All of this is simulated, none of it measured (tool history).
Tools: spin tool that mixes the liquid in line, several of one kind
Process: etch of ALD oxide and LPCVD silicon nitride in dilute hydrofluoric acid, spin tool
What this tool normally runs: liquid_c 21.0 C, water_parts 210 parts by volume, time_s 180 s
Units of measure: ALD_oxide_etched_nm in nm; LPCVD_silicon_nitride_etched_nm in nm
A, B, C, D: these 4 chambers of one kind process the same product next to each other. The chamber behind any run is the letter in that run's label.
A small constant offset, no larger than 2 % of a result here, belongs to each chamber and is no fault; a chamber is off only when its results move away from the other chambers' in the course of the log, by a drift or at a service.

run   hour  liquid_c  water_parts  time_s  hours since the thermometer was replaced  hours since the hydrofluoric acid flow meter was replaced  read-back film thickness of the ALD oxide reference wafer, read on the same gauge (nm)  read-back film thickness of the LPCVD silicon nitride reference wafer, read on the same gauge (nm)  ALD_oxide_etched_nm  LPCVD_silicon_nitride_etched_nm
       4.3  -- chamber D: thermometer replaced
 1C    6.2      21.0          210     180                                    1286.0                                                       98.7                                                                                  60.053                                                                                              99.997              10.6300                          0.28655
 2B   12.5      21.0          210     180                                     641.8                                                     1236.6                                                                                  59.992                                                                                              99.996              10.7830                          0.27131
 3D   19.9      21.0          210     180                                      15.6                                                      410.1                                                                                  60.020                                                                                             100.020              10.7770                          0.28826
 4A   30.7      21.0          210     180                                    1206.2                                                     1443.6                                                                                  60.009                                                                                              99.991              10.5190                          0.27661
      35.7  -- chamber A: hydrofluoric acid flow meter replaced
 5A   38.4      21.0          210     180                                    1213.9                                                        2.8                                                                                  59.953                                                                                              99.996              10.2270                          0.35338
 6D   45.8      21.0          210     180                                      41.5                                                      436.0                                                                                  59.931                                                                                             100.010              10.8750                          0.34788
      53.1  -- chamber B: hydrofluoric acid flow meter replaced
 7B   59.4      21.0          210     180                                     688.7                                                        6.3                                                                                  60.020                                                                                             100.010              10.6090                          0.25898
 8C   67.6      21.0          210     180                                    1347.4                                                      160.1                                                                                  60.002                                                                                              99.990              10.4840                          0.34434
 9C   73.7      21.0          210     180                                    1353.5                                                      166.2                                                                                  60.002                                                                                             100.020              10.5260                          0.30144
10B   81.4      21.0          210     180                                     710.7                                                       28.3                                                                                  60.004                                                                                             100.000              10.6400                          0.28002
11D   92.0      21.0          210     180                                      87.7                                                      482.2                                                                                  59.973                                                                                              99.969              10.7490                          0.31055
12A  102.6      21.0          210     180                                    1278.1                                                       67.0                                                                                  59.955                                                                                             100.010              10.5300                          0.29833
13D  110.3      21.0          210     180                                     106.0                                                      500.5                                                                                  59.953                                                                                             100.050              10.7380                          0.25137
14B  120.8      21.0          210     180                                     750.1                                                       67.7                                                                                  59.998                                                                                             100.020              10.7110                          0.30261
15A  133.4      21.0          210     180                                    1308.9                                                       97.8                                                                                  60.007                                                                                             100.050              10.5020                          0.33058
16C  140.0      21.0          210     180                                    1419.8                                                      232.5                                                                                  59.965                                                                                             100.000              10.5190                          0.30695
17C  146.4      21.0          210     180                                    1426.2                                                      238.9                                                                                  59.991                                                                                              99.990              10.6740                          0.31430
18A  153.9      21.0          210     180                                    1329.4                                                      118.3                                                                                  60.013                                                                                             100.010              10.2690                          0.31569
19D  164.3      21.0          210     180                                     160.0                                                      554.5                                                                                  60.029                                                                                             100.020              11.1010                          0.27850
20B  177.5      21.0          210     180                                     806.8                                                      124.4                                                                                  59.955                                                                                              99.977              10.6950                          0.35856
     180.9  -- chamber A: thermometer replaced
21D  185.7      21.0          210     180                                     181.4                                                      575.9                                                                                  59.994                                                                                              99.993              11.0510                          0.33116
22C  195.2      21.0          210     180                                    1475.0                                                      287.7                                                                                  60.016                                                                                             100.010              10.6760                          0.37624
23A  201.9      18.5          210     180                                      21.1                                                      166.3                                                                                  60.028                                                                                             100.020               9.5330                          0.25699
24B  212.0      18.5          210     180                                     841.3                                                      158.9                                                                                  59.976                                                                                              99.978               9.6376                          0.24193
25A  224.2      18.5          210     180                                      43.4                                                      188.6                                                                                  59.971                                                                                             100.020               9.4820                          0.22740
26B  230.2      18.5          210     180                                     859.5                                                      177.1                                                                                  59.997                                                                                             100.000               9.5709                          0.23707
27D  240.4      21.0          210     180                                     236.1                                                      630.6                                                                                  59.995                                                                                              99.973              11.2530                          0.37326
28C  246.8      21.0          210     180                                    1526.6                                                      339.3                                                                                  60.002                                                                                             100.020              10.6810                          0.26745
29B  257.7      21.0          210     180                                     887.0                                                      204.6                                                                                  59.978                                                                                              99.982              10.5370                          0.31758
30C  266.5      21.0          210     180                                    1546.3                                                      359.0                                                                                  59.990                                                                                              99.997              10.7320                          0.29744
31D  273.0      24.0          250     180                                     268.7                                                      663.2                                                                                  59.975                                                                                              99.973              10.1780                          0.31257
32A  280.0      24.0          250     180                                      99.2                                                      244.4                                                                                  59.995                                                                                              99.999               9.4019                          0.27566
33B  291.0      24.0          250     180                                     920.3                                                      237.9                                                                                  59.996                                                                                              99.996               9.7018                          0.30545
34C  302.4      24.0          250     180                                    1582.2                                                      394.9                                                                                  59.996                                                                                             100.010               9.4987                          0.25277
35D  310.7      21.0          210     110                                     306.4                                                      700.9                                                                                  60.020                                                                                              99.986               7.0507                          0.17048
36A  320.6      21.0          210     110                                     139.8                                                      285.0                                                                                  60.036                                                                                              99.993               6.4153                          0.18389
37D  327.2      21.0          210     110                                     322.9                                                      717.4                                                                                  60.008                                                                                              99.992               7.1507                          0.20522

What goes on in this fleet: one chamber off, a drifting gauge, or nothing beyond the chambers' own small offsets? Name the chamber and the cause, if any.

Little by little, chamber D moves away from the other chambers.
Cause: hydrofluoric acid flow above the setpoint (%) = 6.91.

Chamber D could run next with any of the 4 candidate recipes listed below; each alters the usual settings, and their results appear as question marks. Which one brings its results back in line with what the other chambers deliver on the usual settings?
In line means no further than this from the other chambers' mean on the usual settings: ALD_oxide_etched_nm 0.3500 nm; LPCVD_silicon_nitride_etched_nm 0.10000 nm
38D-1  337.1      19.5          180     185                                                                                                                                                                                                                                                                                                                     ?                                ?
38D-2  337.1      20.5          195     185                                                                                                                                                                                                                                                                                                                     ?                                ?
38D-3  337.1      21.5          225     175                                                                                                                                                                                                                                                                                                                     ?                                ?
38D-4  337.1      22.0          240     175                                                                                                                                                                                                                                                                                                                     ?                                ?

Mean of the other chambers on the usual settings: ALD_oxide_etched_nm 10.5790 nm; LPCVD_silicon_nitride_etched_nm 0.31091 nm
  run  ALD_oxide_etched_nm  LPCVD_silicon_nitride_etched_nm
38D-1              13.4340                          0.35087
38D-2              12.7340                          0.34724
38D-3              10.5680                          0.30532
38D-4               9.9641                          0.29622
It is 38D-3 that realigns the chamber with its peers.

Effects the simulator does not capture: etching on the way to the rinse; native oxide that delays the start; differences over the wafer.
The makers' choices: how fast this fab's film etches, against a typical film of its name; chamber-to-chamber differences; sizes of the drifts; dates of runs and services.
